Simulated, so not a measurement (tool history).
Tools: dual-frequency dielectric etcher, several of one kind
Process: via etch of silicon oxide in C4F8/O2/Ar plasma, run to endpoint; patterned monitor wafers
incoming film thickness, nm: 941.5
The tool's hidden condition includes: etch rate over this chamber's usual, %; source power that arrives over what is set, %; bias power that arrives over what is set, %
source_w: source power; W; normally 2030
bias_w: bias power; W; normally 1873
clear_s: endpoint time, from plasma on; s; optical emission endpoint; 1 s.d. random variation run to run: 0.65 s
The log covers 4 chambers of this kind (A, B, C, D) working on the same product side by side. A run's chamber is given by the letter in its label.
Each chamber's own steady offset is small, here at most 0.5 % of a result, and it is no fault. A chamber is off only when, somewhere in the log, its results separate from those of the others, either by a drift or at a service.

run    day  source_w  bias_w  hours since the last wet clean  hours since the last source power generator calibration  hours since the last bias power generator calibration  clear_s
 1A  0.162      2030    1873                           208.5                                                    105.7                                                 1368.3   189.74
 2C  0.379      2030    1873                           283.4                                                    140.4                                                 4070.7   188.49
 3B  0.579      2030    1873                           400.1                                                    893.2                                                 2623.6   186.65
 4D    0.7      2030    1873                           346.9                                                   1653.2                                                  314.8   188.05
 5C  0.888      1780    1419                           295.6                                                    152.6                                                 4082.9   213.49
 6D  1.104      1780    1419                           356.6                                                   1662.9                                                  324.5   214.51
 7B  1.233      1780    1419                           415.8                                                    908.9                                                 2639.3   213.28
 8A  1.425      1780    1419                           238.8                                                      136                                                 1398.6   214.11
 9D  1.592      2030    1873                           368.3                                                   1674.6                                                  336.2   188.42
10A  1.788      2030    1873                           247.5                                                    144.7                                                 1407.3    190.1
11B    1.9      2030    1873                           431.8                                                    924.9                                                 2655.3    187.2
12C  2.121      2030    1873                           325.2                                                    182.2                                                 4112.5   187.26
13C  2.296      2030    1873                           329.4                                                    186.4                                                 4116.7   187.47
     2.404  -- chamber C: bias power generator calibrated
14A  2.412      1540    2011                           262.5                                                    159.7                                                 1422.3   206.53
     2.617  -- chamber B: wet clean of the chamber
15B  2.633      1540    2011                             0.4                                                    942.5                                                 2672.9   198.11
16D  2.854      1540    2011                           398.6                                                   1704.9                                                  366.5   205.63
17D  3.008      1540    2011                           402.3                                                   1708.6                                                  370.2   206.51
18C  3.138      1540    1492                           349.6                                                    206.6                                                   17.6   224.74
19A  3.271      1540    1492                           283.1                                                    180.3                                                 1442.9    223.9
     3.296  -- chamber D: wet clean of the chamber
20B  3.425      1540    1492                            19.4                                                    961.5                                                 2691.9   217.09
21D  3.642      1540    1492                             8.4                                                   1723.8                                                  385.4   221.86
22C  3.862      2030    1873                             367                                                      224                                                     35   187.87
23A  4.088      2030    1873                           302.7                                                    199.9                                                 1462.5   187.45
24B  4.312      1600    1873                            40.7                                                    982.8                                                 2713.2   198.92
25B  4.454      1600    1873                            44.1                                                    986.2                                                 2716.6   200.23
26A  4.608      1600    1873                           315.2                                                    212.4                                                   1475   207.46
27C  4.817      1600    1873                           389.9                                                    246.9                                                   57.9   207.69
28D  4.929      2440    2138                            39.3                                                   1754.7                                                  416.3   168.89
29B  5.054      2440    2138                            58.5                                                   1000.6                                                   2731   161.32
30A  5.183      2440    2138                             329                                                    226.2                                                 1488.8   167.42
31C  5.388      2440    2138                           403.6                                                    260.6                                                   71.6   168.13
32D  5.583      2030    1873                              55                                                   1770.4                                                    432   188.25
33D  5.796      2030    1873                            60.1                                                   1775.5                                                  437.1   189.33
34A  6.029      2030    1873                           349.3                                                    246.5                                                 1509.1   188.17
35C  6.171      2030    1873                           422.4                                                    279.4                                                   90.4   188.27
36B  6.321      2030    1873                            88.9                                                     1031                                                 2761.4   181.48

What goes on in this fleet: one chamber off, a drifting gauge, or nothing beyond the chambers' own small offsets? Name the chamber and the cause, if any.

A service on chamber B put it out of line with the rest.
Likeliest cause: etch rate over this chamber's usual, % = 3.4.

Here are 4 candidates for chamber B's next run, each the usual settings with a change, their results left as question marks. Which one brings its results back in line with what the others give on the usual settings?
Counts as in line when no further than this from what the other chambers average on the usual settings: clear_s 2.3 s
37B-1  6.488      2030    1776                                                                                                                                                        ?
37B-2  6.488      2030    1970                                                                                                                                                        ?
37B-3  6.488      1910    1792                                                                                                                                                        ?
37B-4  6.488      2150    1954                                                                                                                                                        ?

Other chambers, usual settings, mean: clear_s 188.2 s
  run  clear_s
37B-1   183.94
37B-2   178.56
37B-3   188.03
37B-4   174.91
The right change is 37B-3: it brings the chamber back within the allowed miss of the others.
